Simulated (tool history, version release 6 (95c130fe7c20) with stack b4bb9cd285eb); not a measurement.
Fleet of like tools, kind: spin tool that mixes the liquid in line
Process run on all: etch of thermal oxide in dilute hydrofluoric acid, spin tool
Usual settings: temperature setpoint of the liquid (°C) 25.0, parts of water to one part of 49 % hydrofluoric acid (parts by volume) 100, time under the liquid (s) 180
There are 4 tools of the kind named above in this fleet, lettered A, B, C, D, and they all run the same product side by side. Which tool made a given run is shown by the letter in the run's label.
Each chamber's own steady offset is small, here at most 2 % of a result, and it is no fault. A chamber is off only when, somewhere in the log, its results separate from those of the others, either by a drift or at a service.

run,hour,temperature setpoint of the liquid (°C),parts of water to one part of 49 % hydrofluoric acid (parts by volume),time under the liquid (s),hours since the thermometer was replaced,hours since the hydrofluoric acid flow meter was replaced,"read-back film thickness of the thermal oxide reference wafer, read on the same gauge (nm)",thickness taken off the thermal oxide on a monitor wafer (angstrom)
1B,5.6,25.0,100,180,756.3,1156.4,140.00,86.798
2D,8.7,25.0,100,180,445.9,954.0,139.99,86.611
3A,13.8,25.0,100,180,2462.2,476.0,139.99,88.277
4C,18.1,25.0,100,180,872.6,1661.2,140.00,90.202
5C,23.0,25.0,100,180,877.5,1666.1,139.99,90.504
6D,28.3,25.0,100,180,465.5,973.6,140.00,87.727
7A,34.1,25.0,100,180,2482.5,496.3,140.02,87.465
8B,39.6,25.0,100,180,790.3,1190.4,139.99,89.855
9C,44.5,25.0,100,180,899.0,1687.6,139.96,87.517
10A,49.7,25.0,70,85,2498.1,511.9,140.00,60.603
11D,55.3,25.0,70,85,492.5,1000.6,139.98,63.115
12B,58.7,25.0,70,85,809.4,1209.5,139.97,60.538
13A,61.9,25.0,70,85,2510.3,524.1,139.98,60.794
14D,66.8,27.5,100,180,504.0,1012.1,139.96,100.970
15B,70.2,27.5,100,180,820.9,1221.0,140.00,96.209
16C,74.8,27.5,100,180,929.3,1717.9,140.00,98.935
17D,79.2,27.5,100,180,516.4,1024.5,139.97,99.312
18C,85.1,25.0,100,180,939.6,1728.2,139.99,89.507
19A,89.4,25.0,100,180,2537.8,551.6,140.00,87.133
20B,94.9,25.0,100,180,845.6,1245.7,139.99,88.243
21A,99.7,25.0,100,180,2548.1,561.9,140.00,87.058
22D,102.9,25.0,100,180,540.1,1048.2,140.00,96.268
23C,107.1,25.0,100,180,961.6,1750.2,140.01,89.386
24B,109.9,25.0,100,180,860.6,1260.7,139.98,87.894
25D,114.9,25.0,65,240,552.1,1060.2,140.00,203.380
26C,118.2,25.0,65,240,972.7,1761.3,140.01,191.150
27B,123.6,25.0,65,240,874.3,1274.4,140.01,188.680
28A,126.6,25.0,65,240,2575.0,588.8,140.00,185.520
29B,129.6,25.0,100,180,880.3,1280.4,140.00,87.034
# hour 130.2: chamber D: thermometer replaced
30C,135.4,25.0,100,180,989.9,1778.5,140.00,89.336
31A,138.3,25.0,100,180,2586.7,600.5,139.99,86.121
32D,141.1,25.0,100,180,11.0,1086.4,139.97,98.257
33C,144.3,25.0,100,180,998.8,1787.4,139.99,89.949

Decide between three cases: one chamber stands off from its peers, the gauge reading all wafers drifts, or nothing is wrong past each chamber's small offset. Where a chamber is off, say which and what most likely put it there.

One chamber, D, drifts off from the rest bit by bit.
Cause: hydrofluoric acid flow above the setpoint (%) = 10.7.

Which of the 4 candidates below, each the usual settings with something changed and its results left as question marks, puts chamber D back in line with what the other chambers give on the usual settings?
Counts as in line when no further than this from what the other chambers average on the usual settings: thickness taken off the thermal oxide on a monitor wafer (angstrom) 3.100
34D-1,148.6,25.0,100,170,,,,?
34D-2,148.6,25.0,105,170,,,,?
34D-3,148.6,25.0,100,190,,,,?
34D-4,148.6,25.0,100,200,,,,?

Other chambers, usual settings, mean: thickness taken off the thermal oxide on a monitor wafer (angstrom) 88.399
run,thickness taken off the thermal oxide on a monitor wafer (angstrom)
34D-1,93.393
34D-2,88.380
34D-3,104.380
34D-4,109.870
34D-2 puts the chamber back in line with the other chambers.
